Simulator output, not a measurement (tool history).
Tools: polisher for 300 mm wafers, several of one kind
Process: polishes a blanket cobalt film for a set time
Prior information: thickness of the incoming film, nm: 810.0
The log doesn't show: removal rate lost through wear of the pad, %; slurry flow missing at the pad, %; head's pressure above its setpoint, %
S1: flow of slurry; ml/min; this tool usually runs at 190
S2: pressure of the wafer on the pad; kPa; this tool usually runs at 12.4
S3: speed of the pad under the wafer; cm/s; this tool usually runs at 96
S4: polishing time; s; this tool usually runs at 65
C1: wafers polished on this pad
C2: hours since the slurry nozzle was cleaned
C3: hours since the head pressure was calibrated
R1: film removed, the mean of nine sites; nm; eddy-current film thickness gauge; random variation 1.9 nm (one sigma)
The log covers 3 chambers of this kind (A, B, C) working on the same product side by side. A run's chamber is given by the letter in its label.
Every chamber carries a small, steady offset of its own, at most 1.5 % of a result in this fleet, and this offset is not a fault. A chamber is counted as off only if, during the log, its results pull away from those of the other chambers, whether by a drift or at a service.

{"run": "1C", "hour": 4.5, "S1": 190, "S2": 12.4, "S3": 96, "S4": 65, "C1": 765, "C2": 310.8, "C3": 95.8, "R1": 244.73}
{"run": "2B", "hour": 7.7, "S1": 190, "S2": 12.4, "S3": 96, "S4": 65, "C1": 263, "C2": 25.4, "C3": 779.3, "R1": 253.91}
{"run": "3A", "hour": 11.8, "S1": 190, "S2": 12.4, "S3": 96, "S4": 65, "C1": 339, "C2": 37.4, "C3": 562.7, "R1": 247.2}
{"run": "4C", "hour": 16.1, "S1": 190, "S2": 12.4, "S3": 96, "S4": 65, "C1": 832, "C2": 322.4, "C3": 107.4, "R1": 240.16}
{"run": "5B", "hour": 21.9, "S1": 190, "S2": 12.4, "S3": 96, "S4": 65, "C1": 345, "C2": 39.6, "C3": 793.5, "R1": 253.16}
{"run": "6A", "hour": 27.2, "S1": 230, "S2": 12.4, "S3": 96, "S4": 65, "C1": 427, "C2": 52.8, "C3": 578.1, "R1": 249.13}
{"run": "7C", "hour": 30.1, "S1": 230, "S2": 12.4, "S3": 96, "S4": 65, "C1": 912, "C2": 336.4, "C3": 121.4, "R1": 253.51}
{"run": "8B", "hour": 35.2, "S1": 230, "S2": 12.4, "S3": 96, "S4": 65, "C1": 421, "C2": 52.9, "C3": 806.8, "R1": 254.48}
{"run": "9A", "hour": 40.1, "S1": 190, "S2": 12.4, "S3": 96, "S4": 65, "C1": 501, "C2": 65.7, "C3": 591, "R1": 245.02}
{"run": "10B", "hour": 45.5, "S1": 190, "S2": 12.4, "S3": 96, "S4": 65, "C1": 480, "C2": 63.2, "C3": 817.1, "R1": 251.47}
{"run": "11A", "hour": 48.8, "S1": 190, "S2": 12.4, "S3": 96, "S4": 65, "C1": 550, "C2": 74.4, "C3": 599.7, "R1": 246.28}
{"run": "12C", "hour": 54.6, "S1": 190, "S2": 12.4, "S3": 96, "S4": 72, "C1": 1052, "C2": 360.9, "C3": 145.9, "R1": 271.17}
{"run": "13A", "hour": 57.3, "S1": 190, "S2": 12.4, "S3": 96, "S4": 72, "C1": 599, "C2": 82.9, "C3": 608.2, "R1": 274.17}
{"run": "14B", "hour": 60.4, "S1": 190, "S2": 12.4, "S3": 96, "S4": 72, "C1": 565, "C2": 78.1, "C3": 832, "R1": 274.04}
{"run": "15C", "hour": 64.0, "S1": 190, "S2": 12.4, "S3": 96, "S4": 65, "C1": 1106, "C2": 370.3, "C3": 155.3, "R1": 244.31}
{"run": "16C", "hour": 69.2, "S1": 190, "S2": 12.4, "S3": 96, "S4": 65, "C1": 1135, "C2": 375.5, "C3": 160.5, "R1": 246.07}
{"run": "17B", "hour": 72.6, "S1": 190, "S2": 12.4, "S3": 96, "S4": 65, "C1": 635, "C2": 90.3, "C3": 844.2, "R1": 251.36}
{"run": "18A", "hour": 77.0, "S1": 190, "S2": 12.4, "S3": 96, "S4": 65, "C1": 712, "C2": 102.6, "C3": 627.9, "R1": 246.64}
{"run": "19B", "hour": 81.8, "S1": 190, "S2": 12.4, "S3": 96, "S4": 65, "C1": 687, "C2": 99.5, "C3": 853.4, "R1": 248}
{"run": "20A", "hour": 86.5, "S1": 190, "S2": 12.4, "S3": 96, "S4": 65, "C1": 766, "C2": 112.1, "C3": 637.4, "R1": 246.44}
{"run": "21C", "hour": 91.4, "S1": 190, "S2": 12.4, "S3": 96, "S4": 65, "C1": 1262, "C2": 397.7, "C3": 182.7, "R1": 244.57}
{"run": "22B", "hour": 97.1, "S1": 190, "S2": 12.4, "S3": 96, "S4": 65, "C1": 775, "C2": 114.8, "C3": 868.7, "R1": 250.14}
{"hour": 100.9, "done": "chamber C: worn pad replaced by a new one"}
{"hour": 100.9, "done": "chamber A: worn pad replaced by a new one"}
{"run": "23C", "hour": 102.9, "S1": 190, "S2": 12.4, "S3": 96, "S4": 65, "C1": 11, "C2": 409.2, "C3": 194.2, "R1": 245.62}
{"run": "24A", "hour": 106.3, "S1": 190, "S2": 12.4, "S3": 96, "S4": 65, "C1": 31, "C2": 131.9, "C3": 657.2, "R1": 250.85}
{"run": "25B", "hour": 111.3, "S1": 190, "S2": 12.4, "S3": 96, "S4": 65, "C1": 856, "C2": 129, "C3": 882.9, "R1": 248.52}
{"run": "26A", "hour": 114.1, "S1": 190, "S2": 12.4, "S3": 96, "S4": 65, "C1": 75, "C2": 139.7, "C3": 665, "R1": 253.03}
{"run": "27C", "hour": 118.9, "S1": 140, "S2": 12.4, "S3": 112, "S4": 65, "C1": 103, "C2": 425.2, "C3": 210.2, "R1": 271.65}
{"run": "28B", "hour": 121.8, "S1": 140, "S2": 12.4, "S3": 112, "S4": 65, "C1": 916, "C2": 139.5, "C3": 893.4, "R1": 274.91}
{"run": "29A", "hour": 124.4, "S1": 140, "S2": 12.4, "S3": 112, "S4": 65, "C1": 134, "C2": 150, "C3": 675.3, "R1": 281.12}
{"run": "30C", "hour": 130.1, "S1": 190, "S2": 12.4, "S3": 96, "S4": 65, "C1": 167, "C2": 436.4, "C3": 221.4, "R1": 244.99}
{"run": "31C", "hour": 134.1, "S1": 190, "S2": 14.5, "S3": 96, "S4": 54, "C1": 189, "C2": 440.4, "C3": 225.4, "R1": 235.65}
{"run": "32B", "hour": 137.7, "S1": 190, "S2": 14.5, "S3": 96, "S4": 54, "C1": 1007, "C2": 155.4, "C3": 909.3, "R1": 242.28}
{"run": "33A", "hour": 142.7, "S1": 190, "S2": 14.5, "S3": 96, "S4": 54, "C1": 239, "C2": 168.3, "C3": 693.6, "R1": 247.15}
{"run": "34A", "hour": 147.1, "S1": 190, "S2": 12.4, "S3": 96, "S4": 65, "C1": 264, "C2": 172.7, "C3": 698, "R1": 257.34}
{"run": "35C", "hour": 151.8, "S1": 190, "S2": 12.4, "S3": 96, "S4": 65, "C1": 291, "C2": 458.1, "C3": 243.1, "R1": 242.78}
{"run": "36B", "hour": 154.9, "S1": 190, "S2": 12.4, "S3": 72, "S4": 65, "C1": 1105, "C2": 172.6, "C3": 926.5, "R1": 187.47}
{"run": "37B", "hour": 157.5, "S1": 190, "S2": 12.4, "S3": 72, "S4": 65, "C1": 1120, "C2": 175.2, "C3": 929.1, "R1": 188.57}
{"hour": 158.3, "done": "chamber B: worn pad replaced by a new one"}
{"run": "38A", "hour": 162.4, "S1": 190, "S2": 12.4, "S3": 72, "S4": 65, "C1": 352, "C2": 188, "C3": 713.3, "R1": 194.49}
{"run": "39C", "hour": 165.6, "S1": 190, "S2": 12.4, "S3": 96, "S4": 65, "C1": 370, "C2": 471.9, "C3": 256.9, "R1": 243.96}
{"run": "40B", "hour": 171.1, "S1": 190, "S2": 12.4, "S3": 96, "S4": 65, "C1": 73, "C2": 188.8, "C3": 942.7, "R1": 250.09}
{"run": "41A", "hour": 174.0, "S1": 190, "S2": 12.4, "S3": 96, "S4": 65, "C1": 418, "C2": 199.6, "C3": 724.9, "R1": 257.37}
{"run": "42C", "hour": 178.3, "S1": 190, "S2": 12.4, "S3": 96, "S4": 65, "C1": 442, "C2": 484.6, "C3": 269.6, "R1": 243.04}
{"run": "43B", "hour": 182.5, "S1": 190, "S2": 12.4, "S3": 96, "S4": 65, "C1": 138, "C2": 200.2, "C3": 954.1, "R1": 250.87}
{"run": "44C", "hour": 186.4, "S1": 190, "S2": 12.4, "S3": 96, "S4": 65, "C1": 489, "C2": 492.7, "C3": 277.7, "R1": 244.77}

Decide between three cases: one chamber stands off from its peers, the gauge reading all wafers drifts, or nothing is wrong past each chamber's small offset. Where a chamber is off, say which and what most likely put it there.

It is chamber A that slowly wanders off from its peers.
Most likely cause: head's pressure above its setpoint, % = 5.61.

Which of the 4 candidates below, each the usual settings with something changed and its results left as question marks, puts chamber A back in line with what the other chambers give on the usual settings?
Allowed miss from the other chambers' usual-settings mean, per result, to count as in line: R1 6.6 nm
{"run": "45A-1", "hour": 190.6, "S1": 190, "S2": 11.7, "S3": 96, "S4": 62, "R1": "?"}
{"run": "45A-2", "hour": 190.6, "S1": 190, "S2": 12.4, "S3": 102, "S4": 65, "R1": "?"}
{"run": "45A-3", "hour": 190.6, "S1": 190, "S2": 13.1, "S3": 96, "S4": 68, "R1": "?"}
{"run": "45A-4", "hour": 190.6, "S1": 190, "S2": 11.7, "S3": 96, "S4": 65, "R1": "?"}

Average result of the remaining chambers running the usual settings: R1 246.79 nm
run=45A-1 R1=235.06
run=45A-2 R1=276.95
run=45A-3 R1=287.96
run=45A-4 R1=246.44
It is 45A-4 that realigns the chamber with its peers.
